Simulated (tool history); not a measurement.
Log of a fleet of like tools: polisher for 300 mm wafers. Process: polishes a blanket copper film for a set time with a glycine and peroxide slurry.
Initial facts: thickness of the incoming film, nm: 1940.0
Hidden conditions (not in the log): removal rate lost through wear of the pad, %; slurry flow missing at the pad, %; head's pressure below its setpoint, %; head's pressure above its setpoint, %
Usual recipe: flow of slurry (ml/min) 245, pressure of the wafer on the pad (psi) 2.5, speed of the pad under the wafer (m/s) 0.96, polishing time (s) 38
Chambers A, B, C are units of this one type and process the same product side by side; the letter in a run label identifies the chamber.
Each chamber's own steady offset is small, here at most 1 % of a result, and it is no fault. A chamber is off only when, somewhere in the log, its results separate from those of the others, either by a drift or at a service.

run,hour,flow of slurry (ml/min),pressure of the wafer on the pad (psi),speed of the pad under the wafer (m/s),polishing time (s),wafers polished on this pad,hours since the slurry nozzle was cleaned,hours since the head pressure was calibrated,film removed (angstrom)
# hour 2.2: chamber C: worn pad replaced by a new one
1B,10.8,245,2.5,0.96,38,305,165.9,1258.0,1762.4
2A,15.6,245,2.5,0.96,38,704,116.6,283.1,1821.0
3C,22.7,245,2.5,0.96,38,270,440.4,145.4,1819.8
4A,33.3,245,2.5,0.96,38,936,134.3,300.8,1790.0
5C,38.7,245,2.5,0.96,38,479,456.4,161.4,1817.5
# hour 39.5: chamber A: worn pad replaced by a new one
6B,43.7,245,2.5,0.96,38,736,198.8,1290.9,1810.8
# hour 52.7: chamber B: head pressure recalibrated
7A,54.1,245,2.5,0.96,38,192,155.1,321.6,1788.3
8B,63.5,245,2.5,0.96,38,996,218.6,10.8,1777.7
# hour 67.7: chamber B: worn pad replaced by a new one
9C,70.9,245,2.5,0.96,38,902,488.6,193.6,1854.4
10A,78.7,245,2.5,0.96,38,514,179.7,346.2,1799.3
11B,83.9,245,2.5,0.96,38,213,239.0,31.2,1785.6
12C,91.7,245,2.5,0.96,38,1174,509.4,214.4,1908.0
13A,97.5,245,2.5,0.96,38,761,198.5,365.0,1774.7
14B,108.0,245,2.5,0.96,38,529,263.1,55.3,1768.5
# hour 108.9: chamber C: worn pad replaced by a new one
15C,117.8,245,2.5,0.96,38,117,535.5,240.5,1869.8
16C,125.7,245,2.5,0.96,38,221,543.4,248.4,1886.7
# hour 132.2: chamber B: slurry nozzle cleaned
17B,134.9,245,2.5,0.96,38,881,2.8,82.2,1767.2
# hour 137.2: chamber A: worn pad replaced by a new one
18A,144.7,245,2.5,0.96,38,98,245.7,412.2,1777.5
19A,153.7,245,2.5,0.96,38,216,254.7,421.2,1803.8
# hour 158.5: chamber B: worn pad replaced by a new one
20C,162.8,245,2.5,0.96,38,707,580.5,285.5,1898.2
21B,169.8,245,2.5,0.96,38,148,37.7,117.1,1772.1
22C,180.9,245,2.5,0.96,38,944,598.6,303.6,1943.2
23A,188.1,245,2.5,0.96,38,667,289.1,455.6,1782.4
24B,198.6,245,2.5,0.96,38,526,66.5,145.9,1760.8
25C,205.3,245,2.5,0.96,38,1264,623.0,328.0,1973.2

Predict what each chamber gives when all 3 of them run the settings below next.
26A,213.4,245,2.5,0.68,38,,,,?
26B,213.4,245,2.5,0.68,38,,,,?
26C,213.4,245,2.5,0.68,38,,,,?

run,film removed (angstrom)
26A,1382.7
26B,1337.6
26C,1522.9
